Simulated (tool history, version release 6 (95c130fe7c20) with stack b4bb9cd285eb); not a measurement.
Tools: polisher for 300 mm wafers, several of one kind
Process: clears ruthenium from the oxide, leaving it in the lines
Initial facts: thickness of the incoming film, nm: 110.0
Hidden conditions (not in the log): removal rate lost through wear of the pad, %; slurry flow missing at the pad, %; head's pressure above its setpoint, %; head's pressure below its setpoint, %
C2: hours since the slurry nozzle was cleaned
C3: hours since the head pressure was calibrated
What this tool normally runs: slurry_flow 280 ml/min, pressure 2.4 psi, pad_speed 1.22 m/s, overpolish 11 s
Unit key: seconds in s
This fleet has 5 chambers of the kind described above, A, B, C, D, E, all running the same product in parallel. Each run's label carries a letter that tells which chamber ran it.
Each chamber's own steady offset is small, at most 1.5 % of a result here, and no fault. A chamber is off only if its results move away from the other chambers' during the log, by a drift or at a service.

run 1B hour=6.5 | slurry_flow=280 pressure=2.4 pad_speed=1.22 overpolish=11 | wafers_polished_on_this_pad=1066 C2=181.5 C3=1065.7 | seconds=72.403
run 2C hour=11.5 | slurry_flow=280 pressure=2.4 pad_speed=1.22 overpolish=11 | wafers_polished_on_this_pad=437 C2=61.6 C3=920.8 | seconds=72.188
run 3E hour=14.9 | slurry_flow=280 pressure=2.4 pad_speed=1.22 overpolish=11 | wafers_polished_on_this_pad=376 C2=40.1 C3=220.8 | seconds=73.408
-- hour=19.6 chamber D: head pressure recalibrated
run 4A hour=21.4 | slurry_flow=280 pressure=2.4 pad_speed=1.22 overpolish=11 | wafers_polished_on_this_pad=410 C2=268.6 C3=1199.1 | seconds=73.010
-- hour=24.1 chamber D: slurry nozzle cleaned
-- hour=25.3 chamber C: head pressure recalibrated
run 5D hour=27.7 | slurry_flow=280 pressure=2.4 pad_speed=1.22 overpolish=11 | wafers_polished_on_this_pad=491 C2=3.7 C3=8.2 | seconds=71.969
run 6B hour=31.0 | slurry_flow=280 pressure=2.4 pad_speed=1.22 overpolish=11 | wafers_polished_on_this_pad=1226 C2=206.0 C3=1090.2 | seconds=72.436
run 7C hour=36.1 | slurry_flow=280 pressure=2.4 pad_speed=1.62 overpolish=11 | wafers_polished_on_this_pad=596 C2=86.2 C3=10.9 | seconds=54.570
run 8E hour=42.3 | slurry_flow=280 pressure=2.4 pad_speed=1.62 overpolish=11 | wafers_polished_on_this_pad=554 C2=67.5 C3=248.2 | seconds=55.523
run 9A hour=47.4 | slurry_flow=280 pressure=2.4 pad_speed=1.62 overpolish=11 | wafers_polished_on_this_pad=579 C2=294.6 C3=1225.1 | seconds=54.443
run 10D hour=52.4 | slurry_flow=280 pressure=2.4 pad_speed=1.62 overpolish=11 | wafers_polished_on_this_pad=651 C2=28.4 C3=32.9 | seconds=53.906
run 11A hour=57.9 | slurry_flow=280 pressure=2.4 pad_speed=1.62 overpolish=11 | wafers_polished_on_this_pad=647 C2=305.1 C3=1235.6 | seconds=56.017
-- hour=62.1 chamber B: worn pad replaced by a new one
run 12C hour=63.7 | slurry_flow=280 pressure=2.4 pad_speed=1.22 overpolish=11 | wafers_polished_on_this_pad=776 C2=113.8 C3=38.5 | seconds=72.712
run 13E hour=70.1 | slurry_flow=195 pressure=2.4 pad_speed=1.04 overpolish=11 | wafers_polished_on_this_pad=735 C2=95.3 C3=276.0 | seconds=87.683
run 14D hour=74.9 | slurry_flow=195 pressure=2.4 pad_speed=1.04 overpolish=11 | wafers_polished_on_this_pad=797 C2=50.9 C3=55.4 | seconds=88.824
-- hour=76.5 chamber A: head pressure recalibrated
run 15B hour=79.4 | slurry_flow=195 pressure=2.4 pad_speed=1.04 overpolish=11 | wafers_polished_on_this_pad=112 C2=254.4 C3=1138.6 | seconds=89.387
run 16E hour=86.3 | slurry_flow=195 pressure=2.4 pad_speed=1.04 overpolish=11 | wafers_polished_on_this_pad=840 C2=111.5 C3=292.2 | seconds=89.193
run 17B hour=92.0 | slurry_flow=195 pressure=2.4 pad_speed=1.04 overpolish=11 | wafers_polished_on_this_pad=194 C2=267.0 C3=1151.2 | seconds=90.576
run 18A hour=99.4 | slurry_flow=280 pressure=2.4 pad_speed=1.22 overpolish=11 | wafers_polished_on_this_pad=917 C2=346.6 C3=23.0 | seconds=66.293
run 19D hour=103.2 | slurry_flow=280 pressure=2.4 pad_speed=1.22 overpolish=11 | wafers_polished_on_this_pad=981 C2=79.2 C3=83.7 | seconds=71.526
run 20C hour=106.5 | slurry_flow=280 pressure=2.4 pad_speed=1.58 overpolish=14 | wafers_polished_on_this_pad=1054 C2=156.6 C3=81.3 | seconds=56.260
run 21B hour=110.4 | slurry_flow=280 pressure=2.4 pad_speed=1.58 overpolish=14 | wafers_polished_on_this_pad=313 C2=285.4 C3=1169.6 | seconds=56.511
run 22C hour=115.6 | slurry_flow=280 pressure=2.4 pad_speed=1.58 overpolish=14 | wafers_polished_on_this_pad=1113 C2=165.7 C3=90.4 | seconds=57.426
-- hour=116.0 chamber E: worn pad replaced by a new one
run 23E hour=122.8 | slurry_flow=280 pressure=2.4 pad_speed=1.58 overpolish=14 | wafers_polished_on_this_pad=44 C2=148.0 C3=328.7 | seconds=55.176
run 24D hour=129.0 | slurry_flow=280 pressure=2.4 pad_speed=1.58 overpolish=14 | wafers_polished_on_this_pad=1149 C2=105.0 C3=109.5 | seconds=55.343
-- hour=131.9 chamber D: worn pad replaced by a new one
run 25A hour=135.3 | slurry_flow=280 pressure=2.4 pad_speed=1.40 overpolish=11 | wafers_polished_on_this_pad=1150 C2=382.5 C3=58.9 | seconds=59.660
-- hour=138.4 chamber C: worn pad replaced by a new one
run 26A hour=141.9 | slurry_flow=280 pressure=2.4 pad_speed=1.40 overpolish=11 | wafers_polished_on_this_pad=1193 C2=389.1 C3=65.5 | seconds=58.895
run 27E hour=147.0 | slurry_flow=280 pressure=2.4 pad_speed=1.40 overpolish=11 | wafers_polished_on_this_pad=201 C2=172.2 C3=352.9 | seconds=64.078
run 28D hour=151.6 | slurry_flow=280 pressure=2.4 pad_speed=1.40 overpolish=11 | wafers_polished_on_this_pad=128 C2=127.6 C3=132.1 | seconds=63.994
run 29C hour=155.1 | slurry_flow=280 pressure=2.4 pad_speed=1.40 overpolish=11 | wafers_polished_on_this_pad=109 C2=205.2 C3=129.9 | seconds=63.647
run 30B hour=160.4 | slurry_flow=280 pressure=2.4 pad_speed=1.22 overpolish=11 | wafers_polished_on_this_pad=638 C2=335.4 C3=1219.6 | seconds=74.344
run 31B hour=164.8 | slurry_flow=280 pressure=2.4 pad_speed=1.22 overpolish=11 | wafers_polished_on_this_pad=667 C2=339.8 C3=1224.0 | seconds=73.559
run 32E hour=169.9 | slurry_flow=280 pressure=2.4 pad_speed=1.22 overpolish=11 | wafers_polished_on_this_pad=350 C2=195.1 C3=375.8 | seconds=71.396
-- hour=170.9 chamber A: worn pad replaced by a new one
run 33D hour=174.2 | slurry_flow=280 pressure=2.4 pad_speed=1.22 overpolish=11 | wafers_polished_on_this_pad=275 C2=150.2 C3=154.7 | seconds=73.128
run 34A hour=181.0 | slurry_flow=280 pressure=2.4 pad_speed=1.22 overpolish=11 | wafers_polished_on_this_pad=65 C2=428.2 C3=104.6 | seconds=67.275
run 35C hour=187.6 | slurry_flow=280 pressure=2.4 pad_speed=1.22 overpolish=11 | wafers_polished_on_this_pad=320 C2=237.7 C3=162.4 | seconds=72.214
run 36A hour=191.9 | slurry_flow=280 pressure=2.4 pad_speed=1.22 overpolish=11 | wafers_polished_on_this_pad=136 C2=439.1 C3=115.5 | seconds=69.175
-- hour=193.8 chamber C: slurry nozzle cleaned
run 37E hour=199.3 | slurry_flow=280 pressure=2.4 pad_speed=1.22 overpolish=11 | wafers_polished_on_this_pad=541 C2=224.5 C3=405.2 | seconds=71.831
run 38D hour=205.0 | slurry_flow=280 pressure=2.4 pad_speed=1.22 overpolish=11 | wafers_polished_on_this_pad=475 C2=181.0 C3=185.5 | seconds=71.803
run 39C hour=212.2 | slurry_flow=330 pressure=2.4 pad_speed=1.22 overpolish=11 | wafers_polished_on_this_pad=480 C2=18.4 C3=187.0 | seconds=71.852
run 40B hour=218.0 | slurry_flow=330 pressure=2.4 pad_speed=1.22 overpolish=11 | wafers_polished_on_this_pad=1013 C2=393.0 C3=1277.2 | seconds=72.111
run 41A hour=221.4 | slurry_flow=330 pressure=2.4 pad_speed=1.22 overpolish=11 | wafers_polished_on_this_pad=328 C2=468.6 C3=145.0 | seconds=65.142
run 42D hour=228.8 | slurry_flow=330 pressure=2.4 pad_speed=1.22 overpolish=11 | wafers_polished_on_this_pad=629 C2=204.8 C3=209.3 | seconds=70.514
run 43E hour=234.5 | slurry_flow=330 pressure=2.4 pad_speed=1.22 overpolish=11 | wafers_polished_on_this_pad=770 C2=259.7 C3=440.4 | seconds=70.193

For the next run the whole fleet of 5 chambers uses the same settings. Give each chamber's results:
run 44A hour=239.8 | slurry_flow=230 pressure=2.4 pad_speed=1.22 overpolish=11 | seconds=?
run 44B hour=239.8 | slurry_flow=230 pressure=2.4 pad_speed=1.22 overpolish=11 | seconds=?
run 44C hour=239.8 | slurry_flow=230 pressure=2.4 pad_speed=1.22 overpolish=11 | seconds=?
run 44D hour=239.8 | slurry_flow=230 pressure=2.4 pad_speed=1.22 overpolish=11 | seconds=?
run 44E hour=239.8 | slurry_flow=230 pressure=2.4 pad_speed=1.22 overpolish=11 | seconds=?

run=44A seconds=69.411
run=44B seconds=74.955
run=44C seconds=75.317
run=44D seconds=75.384
run=44E seconds=73.556
